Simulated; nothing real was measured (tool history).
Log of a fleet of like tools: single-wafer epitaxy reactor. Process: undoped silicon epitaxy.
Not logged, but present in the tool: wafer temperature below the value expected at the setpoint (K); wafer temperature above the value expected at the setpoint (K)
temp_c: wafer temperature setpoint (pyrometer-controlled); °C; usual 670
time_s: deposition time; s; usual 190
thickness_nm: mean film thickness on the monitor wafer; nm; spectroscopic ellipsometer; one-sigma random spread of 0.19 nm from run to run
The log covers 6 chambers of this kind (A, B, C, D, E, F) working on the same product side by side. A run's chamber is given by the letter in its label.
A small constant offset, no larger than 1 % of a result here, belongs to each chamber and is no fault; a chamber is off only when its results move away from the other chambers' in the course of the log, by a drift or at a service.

run	day	temp_c	time_s	hours since the last pyrometer calibration	read-back reference wafer on the same gauge, thickness_nm	thickness_nm
1E	0.217	670	190	1145.3	42.014	48.255
2B	0.504	670	190	2349.5	42.023	49.154
3A	0.817	670	190	1150.4	41.986	48.658
4D	1.079	670	190	1901.7	41.975	48.786
5C	1.404	670	190	599.1	41.976	49.086
6F	1.700	670	190	929.8	41.947	48.367
7F	1.979	670	190	936.5	41.996	48.590
8D	2.154	670	190	1927.5	42.025	48.921
9E	2.325	670	190	1195.9	41.983	48.658
10C	2.500	670	190	625.4	41.994	48.641
11B	2.775	670	190	2404.0	41.995	49.276
12A	3.067	662	166	1204.4	42.018	35.556
13A	3.325	662	166	1210.6	42.023	35.771
14D	3.588	662	166	1961.9	41.999	36.457
# day 3.717: chamber D: pyrometer calibrated
15E	3.842	662	166	1232.3	41.965	35.721
16F	4.008	662	166	985.2	41.989	35.817
17B	4.175	662	166	2437.6	41.992	35.965
18C	4.379	670	190	670.5	42.010	48.903
19D	4.550	670	190	20.0	41.979	51.816
20B	4.788	670	190	2452.3	41.976	48.913
21C	4.992	670	190	685.2	42.020	48.897
22F	5.167	670	190	1013.0	41.996	48.335
23A	5.388	670	190	1260.1	41.990	48.127
24E	5.567	670	190	1273.7	42.040	48.810
25D	5.875	670	190	51.8	41.997	51.530
26F	6.133	670	170	1036.2	41.948	43.517
27C	6.417	670	170	719.4	41.991	43.589
28A	6.596	670	170	1289.1	42.005	42.893
29B	6.754	670	170	2499.5	41.954	43.463
30E	6.979	670	170	1307.6	41.975	43.475
31E	7.171	670	170	1312.2	42.004	43.686
32D	7.425	670	190	89.0	41.992	51.324
33C	7.662	670	190	749.3	41.966	48.765
34F	7.821	670	190	1076.7	42.017	48.456
35B	8.129	670	177	2532.5	42.036	45.422
36A	8.300	670	177	1330.0	41.969	45.331

All 6 chambers run these settings next. Forecast each chamber's results:
37A	8.538	670	212			?
37B	8.538	670	212			?
37C	8.538	670	212			?
37D	8.538	670	212			?
37E	8.538	670	212			?
37F	8.538	670	212			?

run	thickness_nm
37A	53.818
37B	54.774
37C	54.585
37D	57.247
37E	53.998
37F	54.503

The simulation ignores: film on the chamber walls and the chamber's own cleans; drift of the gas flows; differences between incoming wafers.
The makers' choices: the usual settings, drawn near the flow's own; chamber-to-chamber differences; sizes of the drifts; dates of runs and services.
